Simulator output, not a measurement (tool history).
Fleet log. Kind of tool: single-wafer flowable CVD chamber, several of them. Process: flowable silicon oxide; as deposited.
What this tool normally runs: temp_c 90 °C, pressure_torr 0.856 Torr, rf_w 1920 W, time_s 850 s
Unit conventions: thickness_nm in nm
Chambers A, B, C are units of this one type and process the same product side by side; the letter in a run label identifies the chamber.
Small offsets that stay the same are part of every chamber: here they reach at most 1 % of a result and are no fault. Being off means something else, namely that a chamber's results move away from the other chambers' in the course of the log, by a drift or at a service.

run,hour,temp_c,pressure_torr,rf_w,time_s,hours since the last thermocouple change,hours since the last RF generator calibration,hours since the last manometer calibration,"read-back reference wafer on the same gauge, thickness_nm",thickness_nm
1C,6.7,90,0.856,1920,850,78.7,685.7,1040.5,775.30,773.91
2B,13.3,90,0.856,1920,850,1336.9,312.4,999.9,776.03,775.63
3A,23.9,90,0.856,1920,850,346.7,1419.6,494.2,776.39,783.70
4B,33.6,90,0.856,1920,850,1357.2,332.7,1020.2,776.11,776.82
5C,41.1,90,0.973,1920,701,113.1,720.1,1074.9,775.89,747.57
6A,51.1,90,0.973,1920,701,373.9,1446.8,521.4,776.27,762.53
7B,61.7,90,0.973,1920,701,1385.3,360.8,1048.3,775.99,746.93
# hour 72.1: chamber A: RF generator calibrated
8A,74.8,90,0.856,1920,850,397.6,2.7,545.1,775.72,782.87
9C,83.4,90,0.856,1920,850,155.4,762.4,1117.2,775.21,780.15
10B,90.4,90,0.856,1920,850,1414.0,389.5,1077.0,776.43,776.09
11C,100.2,90,0.856,2205,850,172.2,779.2,1134.0,775.51,808.05
12A,112.8,90,0.856,2205,850,435.6,40.7,583.1,775.74,803.01
13C,123.3,90,0.856,2205,850,195.3,802.3,1157.1,776.38,809.69
14B,131.7,90,0.856,1920,988,1455.3,430.8,1118.3,775.90,900.82
15A,141.9,90,0.856,1920,988,464.7,69.8,612.2,775.80,912.94
16B,152.4,90,0.856,1920,988,1476.0,451.5,1139.0,775.90,902.26
17A,163.0,90,0.856,1920,850,485.8,90.9,633.3,774.74,784.41
18C,173.9,90,0.856,1920,850,245.9,852.9,1207.7,775.60,791.18
# hour 174.3: chamber C: RF generator calibrated
19C,182.5,100,0.856,1920,850,254.5,8.2,1216.3,775.63,571.07
20A,189.1,100,0.856,1920,850,511.9,117.0,659.4,776.06,560.52
21B,198.4,100,0.856,1920,850,1522.0,497.5,1185.0,776.53,561.51
22C,211.4,90,0.856,1920,850,283.4,37.1,1245.2,776.22,797.60
23A,222.7,90,0.856,1920,850,545.5,150.6,693.0,776.36,778.80
24B,234.3,90,0.856,1920,850,1557.9,533.4,1220.9,775.62,781.07
25C,244.8,82,0.856,1920,850,316.8,70.5,1278.6,775.40,1015.80
26B,251.4,82,0.856,1920,850,1575.0,550.5,1238.0,776.39,984.39
27A,259.3,82,0.856,1920,850,582.1,187.2,729.6,775.59,996.18
28A,270.7,90,0.961,1730,850,593.5,198.6,741.0,775.58,880.63
29B,280.0,90,0.961,1730,850,1603.6,579.1,1266.6,775.36,868.58
30C,285.8,90,0.961,1730,850,357.8,111.5,1319.6,775.94,911.27
31C,297.2,90,0.856,1920,850,369.2,122.9,1331.0,776.05,807.84
32A,306.3,90,0.856,1920,850,629.1,234.2,776.6,776.33,781.66

What goes on in this fleet: one chamber off, a drifting gauge, or nothing beyond the chambers' own small offsets? Name the chamber and the cause, if any.

It is chamber C that slowly wanders off from its peers.
Most likely cause: true pressure above the setpoint (%) = 3.69.
From this log alone, it may not be told apart from: wafer temperature below the value expected at the setpoint (K).

Below are 4 candidate recipes for chamber C's next run, each the usual settings with a change, their results shown as question marks. Which of them brings C's results back in line with what the other chambers give on the usual settings?
Counts as in line when no further than this from what the other chambers average on the usual settings: thickness_nm 11.00 nm
33C-1,315.7,90,0.856,1915,838,,,,,?
33C-2,315.7,89,0.863,1920,854,,,,,?
33C-3,315.7,90,0.866,1920,850,,,,,?
33C-4,315.7,91,0.856,1920,845,,,,,?

The other chambers' mean on the usual settings: thickness_nm 779.87 nm
run,thickness_nm
33C-1,800.08
33C-2,848.32
33C-3,823.34
33C-4,780.30
It is 33C-4 that realigns the chamber with its peers.

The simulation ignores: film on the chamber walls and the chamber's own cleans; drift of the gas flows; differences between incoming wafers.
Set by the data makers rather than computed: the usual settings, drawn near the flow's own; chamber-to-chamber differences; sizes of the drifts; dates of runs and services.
